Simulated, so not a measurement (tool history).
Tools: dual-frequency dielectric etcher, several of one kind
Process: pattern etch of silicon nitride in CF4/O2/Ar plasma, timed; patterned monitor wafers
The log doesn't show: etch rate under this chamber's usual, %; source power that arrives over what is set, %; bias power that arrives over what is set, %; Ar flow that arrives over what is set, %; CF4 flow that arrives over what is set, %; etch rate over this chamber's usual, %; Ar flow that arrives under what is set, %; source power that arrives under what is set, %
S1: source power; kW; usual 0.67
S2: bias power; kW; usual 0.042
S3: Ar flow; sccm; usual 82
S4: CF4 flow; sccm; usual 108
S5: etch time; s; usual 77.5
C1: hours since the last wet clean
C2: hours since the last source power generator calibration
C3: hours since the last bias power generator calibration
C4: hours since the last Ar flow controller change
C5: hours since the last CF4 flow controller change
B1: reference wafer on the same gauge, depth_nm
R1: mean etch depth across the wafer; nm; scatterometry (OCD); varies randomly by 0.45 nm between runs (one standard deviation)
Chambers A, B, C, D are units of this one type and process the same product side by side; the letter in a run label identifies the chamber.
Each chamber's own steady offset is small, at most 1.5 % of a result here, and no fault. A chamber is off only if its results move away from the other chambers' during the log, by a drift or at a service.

Run 1D, hour 9.2: usual settings; C1 56.7; C2 1880; C3 2025.9; C4 556.4; C5 1617.9; B1 151.98. Result: R1 185.1 nm.
Run 2C, hour 18: usual settings; C1 144.4; C2 2591; C3 1247; C4 155.3; C5 85.1; B1 152.03. Result: R1 182.84 nm.
Run 3A, hour 24.4: usual settings; C1 201.4; C2 835.3; C3 154.5; C4 750.1; C5 4042.6; B1 151.99. Result: R1 185.64 nm.
Run 4B, hour 33.3: usual settings; C1 223.5; C2 1508.4; C3 393.8; C4 4448.6; C5 480.3; B1 151.97. Result: R1 182.23 nm.
Run 5D, hour 40.7: usual settings; C1 88.2; C2 1911.5; C3 2057.4; C4 587.9; C5 1649.4; B1 152.02. Result: R1 184.63 nm.
Run 6A, hour 46.1: usual settings; C1 223.1; C2 857; C3 176.2; C4 771.8; C5 4064.3; B1 151.94. Result: R1 185.55 nm.
At hour 54.7: chamber A: CF4 flow controller replaced.
Run 7C, hour 56.2: usual settings but S2 0.05 kW; C1 182.6; C2 2629.2; C3 1285.2; C4 193.5; C5 123.3; B1 151.97. Result: R1 194.74 nm.
Run 8B, hour 62.3: usual settings but S2 0.05 kW; C1 252.5; C2 1537.4; C3 422.8; C4 4477.6; C5 509.3; B1 152.01. Result: R1 194.28 nm.
Run 9D, hour 67.9: usual settings but S2 0.05 kW; C1 115.4; C2 1938.7; C3 2084.6; C4 615.1; C5 1676.6; B1 151.95. Result: R1 196.18 nm.
Run 10C, hour 76.1: usual settings but S2 0.05 kW; C1 202.5; C2 2649.1; C3 1305.1; C4 213.4; C5 143.2; B1 151.99. Result: R1 194.31 nm.
Run 11A, hour 84.7: usual settings; C1 261.7; C2 895.6; C3 214.8; C4 810.4; C5 30; B1 152.06. Result: R1 185.84 nm.
Run 12B, hour 92: usual settings; C1 282.2; C2 1567.1; C3 452.5; C4 4507.3; C5 539; B1 151.89. Result: R1 182.54 nm.
Run 13A, hour 101.6: usual settings; C1 278.6; C2 912.5; C3 231.7; C4 827.3; C5 46.9; B1 151.89. Result: R1 186.81 nm.
Run 14C, hour 108.2: usual settings but S4 86 sccm, S5 94.5 s; C1 234.6; C2 2681.2; C3 1337.2; C4 245.5; C5 175.3; B1 151.93. Result: R1 217.65 nm.
Run 15D, hour 116.5: usual settings but S4 86 sccm, S5 94.5 s; C1 164; C2 1987.3; C3 2133.2; C4 663.7; C5 1725.2; B1 152.07. Result: R1 218.7 nm.
Run 16B, hour 126.6: usual settings but S4 86 sccm, S5 94.5 s; C1 316.8; C2 1601.7; C3 487.1; C4 4541.9; C5 573.6; B1 151.9. Result: R1 216.73 nm.
Run 17C, hour 133.1: usual settings but S4 86 sccm, S5 94.5 s; C1 259.5; C2 2706.1; C3 1362.1; C4 270.4; C5 200.2; B1 152.01. Result: R1 216.82 nm.
Run 18A, hour 138.2: usual settings; C1 315.2; C2 949.1; C3 268.3; C4 863.9; C5 83.5; B1 151.96. Result: R1 185.89 nm.
Run 19B, hour 146: usual settings but S3 63 sccm, S5 95.5 s; C1 336.2; C2 1621.1; C3 506.5; C4 4561.3; C5 593; B1 151.94. Result: R1 231.39 nm.
Run 20D, hour 153.3: usual settings but S3 63 sccm, S5 95.5 s; C1 200.8; C2 2024.1; C3 2170; C4 700.5; C5 1762; B1 151.99. Result: R1 234.68 nm.
Run 21D, hour 158.5: usual settings but S3 63 sccm, S5 95.5 s; C1 206; C2 2029.3; C3 2175.2; C4 705.7; C5 1767.2; B1 151.98. Result: R1 233.65 nm.
Run 22C, hour 165.1: usual settings but S3 63 sccm, S5 95.5 s; C1 291.5; C2 2738.1; C3 1394.1; C4 302.4; C5 232.2; B1 152.09. Result: R1 229.48 nm.
Run 23B, hour 173.7: usual settings; C1 363.9; C2 1648.8; C3 534.2; C4 4589; C5 620.7; B1 152.06. Result: R1 182.17 nm.
Run 24A, hour 181: usual settings; C1 358; C2 991.9; C3 311.1; C4 906.7; C5 126.3; B1 152.05. Result: R1 185.81 nm.
Run 25A, hour 187.6: usual settings; C1 364.6; C2 998.5; C3 317.7; C4 913.3; C5 132.9; B1 152.06. Result: R1 186.17 nm.
Run 26D, hour 192.3: usual settings; C1 239.8; C2 2063.1; C3 2209; C4 739.5; C5 1801; B1 152.12. Result: R1 183.65 nm.
Run 27B, hour 199.8: usual settings; C1 390; C2 1674.9; C3 560.3; C4 4615.1; C5 646.8; B1 152.03. Result: R1 182.93 nm.
Run 28C, hour 208.3: usual settings; C1 334.7; C2 2781.3; C3 1437.3; C4 345.6; C5 275.4; B1 151.96. Result: R1 179.51 nm.
Run 29D, hour 216.7: usual settings; C1 264.2; C2 2087.5; C3 2233.4; C4 763.9; C5 1825.4; B1 151.93. Result: R1 184.21 nm.
Run 30A, hour 224.5: usual settings; C1 401.5; C2 1035.4; C3 354.6; C4 950.2; C5 169.8; B1 151.98. Result: R1 185.33 nm.
Run 31B, hour 234: usual settings; C1 424.2; C2 1709.1; C3 594.5; C4 4649.3; C5 681; B1 151.99. Result: R1 182.58 nm.
Run 32C, hour 243.2: usual settings; C1 369.6; C2 2816.2; C3 1472.2; C4 380.5; C5 310.3; B1 151.99. Result: R1 178.37 nm.
Run 33A, hour 249.2: usual settings; C1 426.2; C2 1060.1; C3 379.3; C4 974.9; C5 194.5; B1 152.04. Result: R1 185.21 nm.
Run 34C, hour 255.3: usual settings; C1 381.7; C2 2828.3; C3 1484.3; C4 392.6; C5 322.4; B1 151.86. Result: R1 178.15 nm.
Run 35D, hour 264.1: usual settings; C1 311.6; C2 2134.9; C3 2280.8; C4 811.3; C5 1872.8; B1 151.99. Result: R1 185.13 nm.
Run 36B, hour 269.6: usual settings; C1 459.8; C2 1744.7; C3 630.1; C4 4684.9; C5 716.6; B1 151.96. Result: R1 182.86 nm.

All chambers now run identical settings, listed one chamber a line with results as question marks. What results will each chamber show?
Run 37A, hour 277.2: usual settings. Result: R1 ?.
Run 37B, hour 277.2: usual settings. Result: R1 ?.
Run 37C, hour 277.2: usual settings. Result: R1 ?.
Run 37D, hour 277.2: usual settings. Result: R1 ?.

run      R1
37A  185.69
37B  182.81
37C  176.95
37D  184.55
